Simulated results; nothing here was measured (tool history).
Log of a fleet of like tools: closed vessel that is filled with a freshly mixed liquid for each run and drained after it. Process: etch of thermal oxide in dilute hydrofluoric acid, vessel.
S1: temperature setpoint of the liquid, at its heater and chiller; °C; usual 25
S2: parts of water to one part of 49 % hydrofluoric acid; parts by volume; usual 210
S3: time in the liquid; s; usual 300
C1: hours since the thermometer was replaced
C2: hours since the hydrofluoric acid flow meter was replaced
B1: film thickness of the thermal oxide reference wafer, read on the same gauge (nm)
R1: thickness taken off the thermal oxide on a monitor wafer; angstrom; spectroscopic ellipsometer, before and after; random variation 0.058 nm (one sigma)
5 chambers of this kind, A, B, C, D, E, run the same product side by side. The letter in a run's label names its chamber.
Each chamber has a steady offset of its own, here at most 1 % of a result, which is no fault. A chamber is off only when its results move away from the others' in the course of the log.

run,hour,S1,S2,S3,C1,C2,B1,R1
# hour 1.5: chamber E: thermometer replaced
1E,7.2,25,210,300,5.7,405.5,110.00,60.559
2A,13.0,25,210,300,409.8,1160.1,109.98,62.063
3C,22.2,25,210,300,68.2,532.7,109.99,61.804
4B,31.8,25,210,300,133.4,1125.8,110.04,61.808
5D,42.7,25,210,300,1618.6,626.1,110.03,60.436
6A,53.5,25,210,300,450.3,1200.6,110.04,61.364
7D,62.0,25,210,300,1637.9,645.4,110.00,60.742
8B,71.8,25,210,300,173.4,1165.8,110.03,61.172
9C,81.0,25,210,300,127.0,591.5,110.02,61.492
10E,89.1,25,210,300,87.6,487.4,110.00,60.632
11E,97.9,25,210,300,96.4,496.2,110.01,62.150
12B,103.7,25,210,300,205.3,1197.7,110.01,60.697
13D,112.5,25,250,455,1688.4,695.9,110.00,76.233
# hour 120.5: chamber D: thermometer replaced
14A,120.9,25,250,455,517.7,1268.0,109.94,75.398
15C,130.2,25,250,455,176.2,640.7,110.00,76.141
16A,135.2,25,250,455,532.0,1282.3,110.00,75.558
17D,145.6,25,250,455,25.1,729.0,110.01,76.730
18B,155.3,25,125,300,256.9,1249.3,109.99,115.150
19E,164.3,25,125,300,162.8,562.6,109.98,113.200
20C,171.2,25,125,300,217.2,681.7,109.96,113.690
21B,179.7,25,125,300,281.3,1273.7,109.97,112.900
22A,186.8,25,125,300,583.6,1333.9,109.98,112.110
23D,193.6,25,210,300,73.1,777.0,110.00,63.327
24C,203.2,25,210,300,249.2,713.7,110.00,60.871
25E,213.1,28,265,300,211.6,611.4,110.00,50.732
26B,222.7,28,265,300,324.3,1316.7,109.99,51.557
27D,228.9,28,265,300,108.4,812.3,109.98,53.500
28E,238.3,28,265,300,236.8,636.6,110.00,50.423
29A,246.2,28,265,300,643.0,1393.3,110.04,51.257
30C,252.7,25,210,300,298.7,763.2,110.01,61.494
31B,261.7,25,210,300,363.3,1355.7,109.97,61.162
32E,269.2,25,210,300,267.7,667.5,109.95,60.142
33A,278.1,25,210,300,674.9,1425.2,110.07,62.229

Is one chamber off against the others, does the gauge drift, or is nothing wrong? If a chamber is off, say which, and what the likeliest cause is.

Chamber D drifts away from the others.
Cause: hydrofluoric acid flow above the setpoint (%) = 7.78.
The log may not tell that from: liquid hotter than its thermometer reads (K).

Here are 4 candidates for chamber D's next run, each the usual settings with a change, their results left as question marks. Which one brings its results back in line with what the others give on the usual settings?
In line means no further than this from the other chambers' mean on the usual settings: R1 2.000 angstrom
34D-1,285.9,25,210,255,,,,?
34D-2,285.9,25,200,315,,,,?
34D-3,285.9,25,210,270,,,,?
34D-4,285.9,25,195,325,,,,?

The other chambers' mean on the usual settings: R1 61.304 angstrom
run,R1
34D-1,57.115
34D-2,74.860
34D-3,60.474
34D-4,79.637
34D-3 brings the chamber back in line.

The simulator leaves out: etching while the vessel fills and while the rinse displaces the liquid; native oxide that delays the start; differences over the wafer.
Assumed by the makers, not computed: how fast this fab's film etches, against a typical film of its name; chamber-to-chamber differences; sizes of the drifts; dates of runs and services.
